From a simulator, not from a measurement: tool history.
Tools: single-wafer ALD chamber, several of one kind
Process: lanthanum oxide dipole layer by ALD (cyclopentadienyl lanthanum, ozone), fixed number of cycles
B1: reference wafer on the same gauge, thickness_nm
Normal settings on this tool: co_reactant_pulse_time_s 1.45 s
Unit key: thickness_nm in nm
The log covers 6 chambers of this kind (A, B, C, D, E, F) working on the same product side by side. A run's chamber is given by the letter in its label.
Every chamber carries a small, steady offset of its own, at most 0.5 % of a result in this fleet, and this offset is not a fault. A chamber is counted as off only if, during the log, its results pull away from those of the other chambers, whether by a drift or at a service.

{"run": "1C", "hour": 9.4, "co_reactant_pulse_time_s": 1.45, "B1": 0.56917, "thickness_nm": 0.54646}
{"hour": 10.1, "done": "chamber C: thermocouple changed; heater temperature recalibrated"}
{"run": "2F", "hour": 20.4, "co_reactant_pulse_time_s": 1.45, "B1": 0.56916, "thickness_nm": 0.54624}
{"run": "3D", "hour": 32.9, "co_reactant_pulse_time_s": 1.45, "B1": 0.56928, "thickness_nm": 0.54647}
{"run": "4B", "hour": 39.8, "co_reactant_pulse_time_s": 1.45, "B1": 0.56878, "thickness_nm": 0.55044}
{"run": "5E", "hour": 55.5, "co_reactant_pulse_time_s": 1.45, "B1": 0.56885, "thickness_nm": 0.54434}
{"hour": 62.3, "done": "chamber A: ozone generator serviced"}
{"run": "6A", "hour": 69.0, "co_reactant_pulse_time_s": 1.84, "B1": 0.56904, "thickness_nm": 0.56486}
{"run": "7B", "hour": 78.9, "co_reactant_pulse_time_s": 1.84, "B1": 0.56875, "thickness_nm": 0.56568}
{"run": "8A", "hour": 94.7, "co_reactant_pulse_time_s": 1.84, "B1": 0.56937, "thickness_nm": 0.56428}
{"run": "9F", "hour": 108.7, "co_reactant_pulse_time_s": 1.84, "B1": 0.56921, "thickness_nm": 0.56034}
{"run": "10E", "hour": 116.4, "co_reactant_pulse_time_s": 1.84, "B1": 0.56876, "thickness_nm": 0.5636}
{"run": "11C", "hour": 124.7, "co_reactant_pulse_time_s": 1.84, "B1": 0.56891, "thickness_nm": 0.5661}
{"run": "12D", "hour": 135.5, "co_reactant_pulse_time_s": 1.45, "B1": 0.569, "thickness_nm": 0.54025}
{"run": "13F", "hour": 143.4, "co_reactant_pulse_time_s": 1.45, "B1": 0.56888, "thickness_nm": 0.54565}
{"run": "14D", "hour": 154.5, "co_reactant_pulse_time_s": 1.45, "B1": 0.56908, "thickness_nm": 0.5424}
{"run": "15C", "hour": 164.9, "co_reactant_pulse_time_s": 1.45, "B1": 0.56851, "thickness_nm": 0.54571}
{"run": "16A", "hour": 174.6, "co_reactant_pulse_time_s": 1.45, "B1": 0.56927, "thickness_nm": 0.54615}
{"hour": 176.8, "done": "chamber F: thermocouple changed; heater temperature recalibrated"}
{"run": "17B", "hour": 182.4, "co_reactant_pulse_time_s": 1.64, "B1": 0.56907, "thickness_nm": 0.55393}
{"run": "18E", "hour": 192.1, "co_reactant_pulse_time_s": 1.64, "B1": 0.56936, "thickness_nm": 0.5568}
{"run": "19A", "hour": 207.7, "co_reactant_pulse_time_s": 1.64, "B1": 0.56889, "thickness_nm": 0.5536}
{"run": "20F", "hour": 215.4, "co_reactant_pulse_time_s": 1.64, "B1": 0.56928, "thickness_nm": 0.55509}
{"run": "21E", "hour": 225.8, "co_reactant_pulse_time_s": 1.64, "B1": 0.5689, "thickness_nm": 0.55721}
{"run": "22C", "hour": 239.3, "co_reactant_pulse_time_s": 1.64, "B1": 0.56912, "thickness_nm": 0.56042}
{"run": "23D", "hour": 251.9, "co_reactant_pulse_time_s": 1.45, "B1": 0.56871, "thickness_nm": 0.54221}
{"run": "24B", "hour": 263.9, "co_reactant_pulse_time_s": 1.45, "B1": 0.56888, "thickness_nm": 0.54028}
{"run": "25C", "hour": 278.9, "co_reactant_pulse_time_s": 1.45, "B1": 0.56914, "thickness_nm": 0.54483}
{"run": "26F", "hour": 286.7, "co_reactant_pulse_time_s": 1.45, "B1": 0.5689, "thickness_nm": 0.54525}
{"run": "27E", "hour": 294.9, "co_reactant_pulse_time_s": 1.45, "B1": 0.56904, "thickness_nm": 0.5482}
{"run": "28A", "hour": 306.7, "co_reactant_pulse_time_s": 1.45, "B1": 0.56904, "thickness_nm": 0.5476}
{"run": "29D", "hour": 317.8, "co_reactant_pulse_time_s": 1.45, "B1": 0.56903, "thickness_nm": 0.54426}
{"run": "30B", "hour": 328.7, "co_reactant_pulse_time_s": 1.45, "B1": 0.56944, "thickness_nm": 0.53543}
{"run": "31D", "hour": 341.0, "co_reactant_pulse_time_s": 1.45, "B1": 0.56898, "thickness_nm": 0.544}
{"run": "32B", "hour": 349.0, "co_reactant_pulse_time_s": 1.45, "B1": 0.56894, "thickness_nm": 0.53649}
{"run": "33E", "hour": 362.5, "co_reactant_pulse_time_s": 1.45, "B1": 0.56946, "thickness_nm": 0.54498}
{"run": "34C", "hour": 374.9, "co_reactant_pulse_time_s": 1.45, "B1": 0.56943, "thickness_nm": 0.54575}
{"run": "35A", "hour": 385.3, "co_reactant_pulse_time_s": 1.45, "B1": 0.56848, "thickness_nm": 0.54192}
{"run": "36F", "hour": 398.7, "co_reactant_pulse_time_s": 1.89, "B1": 0.56884, "thickness_nm": 0.56281}
{"run": "37C", "hour": 407.5, "co_reactant_pulse_time_s": 1.89, "B1": 0.56883, "thickness_nm": 0.56542}
{"run": "38A", "hour": 415.4, "co_reactant_pulse_time_s": 1.89, "B1": 0.56937, "thickness_nm": 0.5614}
{"run": "39E", "hour": 430.7, "co_reactant_pulse_time_s": 1.89, "B1": 0.56922, "thickness_nm": 0.56771}

Read the log: is a single chamber off, either drifting away or since a service, is the gauge that measures every chamber drifting, or is nothing wrong beyond small per-chamber offsets? Name any odd chamber and what most likely caused it.

It is chamber B that slowly wanders off from its peers.
Cause: ozone dose below that of a generator just serviced (%) = 16.

Which of the 4 candidates below, each the usual settings with something changed and its results left as question marks, puts chamber B back in line with what the other chambers give on the usual settings?
In-line tolerance around the mean of the other chambers on the usual settings: thickness_nm 0.00660 nm
{"run": "40B-1", "hour": 442.2, "co_reactant_pulse_time_s": 1.63, "thickness_nm": "?"}
{"run": "40B-2", "hour": 442.2, "co_reactant_pulse_time_s": 1.2, "thickness_nm": "?"}
{"run": "40B-3", "hour": 442.2, "co_reactant_pulse_time_s": 1.31, "thickness_nm": "?"}
{"run": "40B-4", "hour": 442.2, "co_reactant_pulse_time_s": 1.91, "thickness_nm": "?"}

The mean the other chambers reach with the usual settings: thickness_nm 0.54532 nm
run=40B-1 thickness_nm=0.54341
run=40B-2 thickness_nm=0.50399
run=40B-3 thickness_nm=0.51690
run=40B-4 thickness_nm=0.55743
40B-1 puts the chamber back in line with the other chambers.
